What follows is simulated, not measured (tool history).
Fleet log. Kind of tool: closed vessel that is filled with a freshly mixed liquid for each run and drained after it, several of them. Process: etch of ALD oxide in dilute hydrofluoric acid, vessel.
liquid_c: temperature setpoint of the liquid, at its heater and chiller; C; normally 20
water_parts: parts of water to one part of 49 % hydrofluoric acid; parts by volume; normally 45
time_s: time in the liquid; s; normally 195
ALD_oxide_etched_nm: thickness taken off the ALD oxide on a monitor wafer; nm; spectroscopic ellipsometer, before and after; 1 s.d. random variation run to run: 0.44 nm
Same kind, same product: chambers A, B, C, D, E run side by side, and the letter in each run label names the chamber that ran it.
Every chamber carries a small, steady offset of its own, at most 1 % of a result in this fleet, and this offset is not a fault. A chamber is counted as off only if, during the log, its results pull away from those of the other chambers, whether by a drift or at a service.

| run | hour | liquid_c | water_parts | time_s | hours since the thermometer was replaced | hours since the hydrofluoric acid flow meter was replaced | read-back film thickness of the ALD oxide reference wafer, read on the same gauge (nm) | ALD_oxide_etched_nm |
|---|---|---|---|---|---|---|---|---|
| 1D | 4.4 | 20 | 45 | 195 | 261.4 | 88 | 130 | 55.838 |
| 2C | 10.7 | 20 | 45 | 195 | 570.1 | 567.9 | 129.99 | 56.01 |
| 3B | 16.1 | 20 | 45 | 195 | 1946.3 | 2110.1 | 129.98 | 56.387 |
| 4E | 23.9 | 20 | 45 | 195 | 206.6 | 868.3 | 129.98 | 56.372 |
| 5A | 27.9 | 20 | 45 | 195 | 62.6 | 503.3 | 130.02 | 56.111 |
| 6C | 33 | 20 | 45 | 195 | 592.4 | 590.2 | 129.97 | 56.154 |
| 7B | 41.2 | 20 | 45 | 195 | 1971.4 | 2135.2 | 130 | 55.793 |
| 8D | 45.2 | 20 | 45 | 195 | 302.2 | 128.8 | 130.01 | 56.079 |
| 9E | 48.8 | 20 | 45 | 195 | 231.5 | 893.2 | 130.03 | 56.112 |
| 10A | 56.2 | 20 | 45 | 195 | 90.9 | 531.6 | 130.02 | 56.902 |
| 11B | 60.5 | 20 | 45 | 100 | 1990.7 | 2154.5 | 130 | 28.526 |
| 12C | 64.1 | 20 | 45 | 100 | 623.5 | 621.3 | 130.06 | 29.187 |
| 13A | 72.2 | 20 | 45 | 100 | 106.9 | 547.6 | 129.98 | 29.288 |
| 14D | 78.4 | 20 | 45 | 100 | 335.4 | 162 | 129.98 | 29.116 |
| 15E | 85.2 | 20 | 45 | 100 | 267.9 | 929.6 | 129.97 | 29.089 |
| 16D | 91 | 20 | 45 | 195 | 348 | 174.6 | 130.04 | 55.544 |
| 17E | 96.3 | 20 | 45 | 195 | 279 | 940.7 | 130.02 | 57.517 |
| 18C | 100.7 | 20 | 45 | 195 | 660.1 | 657.9 | 130.01 | 56.376 |
| 19B | 107 | 20 | 45 | 195 | 2037.2 | 2201 | 130.03 | 55.571 |
| 20A | 114.7 | 20 | 45 | 195 | 149.4 | 590.1 | 129.99 | 56.879 |
| 21B | 121.2 | 20 | 45 | 195 | 2051.4 | 2215.2 | 130 | 56.293 |
| 22A | 126.4 | 20 | 45 | 195 | 161.1 | 601.8 | 130.03 | 55.645 |
| 23C | 131.8 | 20 | 45 | 195 | 691.2 | 689 | 130.02 | 56.528 |
| 24E | 138.9 | 20 | 45 | 195 | 321.6 | 983.3 | 130.03 | 58.899 |
| 25D | 147.1 | 20 | 45 | 195 | 404.1 | 230.7 | 129.99 | 55.839 |
| 26E | 151 | 20 | 45 | 195 | 333.7 | 995.4 | 130 | 58.291 |
| 27A | 158.1 | 20 | 45 | 195 | 192.8 | 633.5 | 130.01 | 56.901 |
| 28C | 165.8 | 20 | 45 | 195 | 725.2 | 723 | 130.02 | 56.198 |
| 29B | 172.2 | 20 | 45 | 195 | 2102.4 | 2266.2 | 130.04 | 55.768 |
| 30D | 179.1 | 20 | 35 | 195 | 436.1 | 262.7 | 130.01 | 72.866 |

Next, every chamber runs the same settings. What will each give?
| 31A | 184.9 | 20 | 45 | 105 |  |  |  | ? |
| 31B | 184.9 | 20 | 45 | 105 |  |  |  | ? |
| 31C | 184.9 | 20 | 45 | 105 |  |  |  | ? |
| 31D | 184.9 | 20 | 45 | 105 |  |  |  | ? |
| 31E | 184.9 | 20 | 45 | 105 |  |  |  | ? |

| run | ALD_oxide_etched_nm |
|---|---|
| 31A | 30.58 |
| 31B | 30.297 |
| 31C | 30.334 |
| 31D | 30.461 |
| 31E | 31.554 |

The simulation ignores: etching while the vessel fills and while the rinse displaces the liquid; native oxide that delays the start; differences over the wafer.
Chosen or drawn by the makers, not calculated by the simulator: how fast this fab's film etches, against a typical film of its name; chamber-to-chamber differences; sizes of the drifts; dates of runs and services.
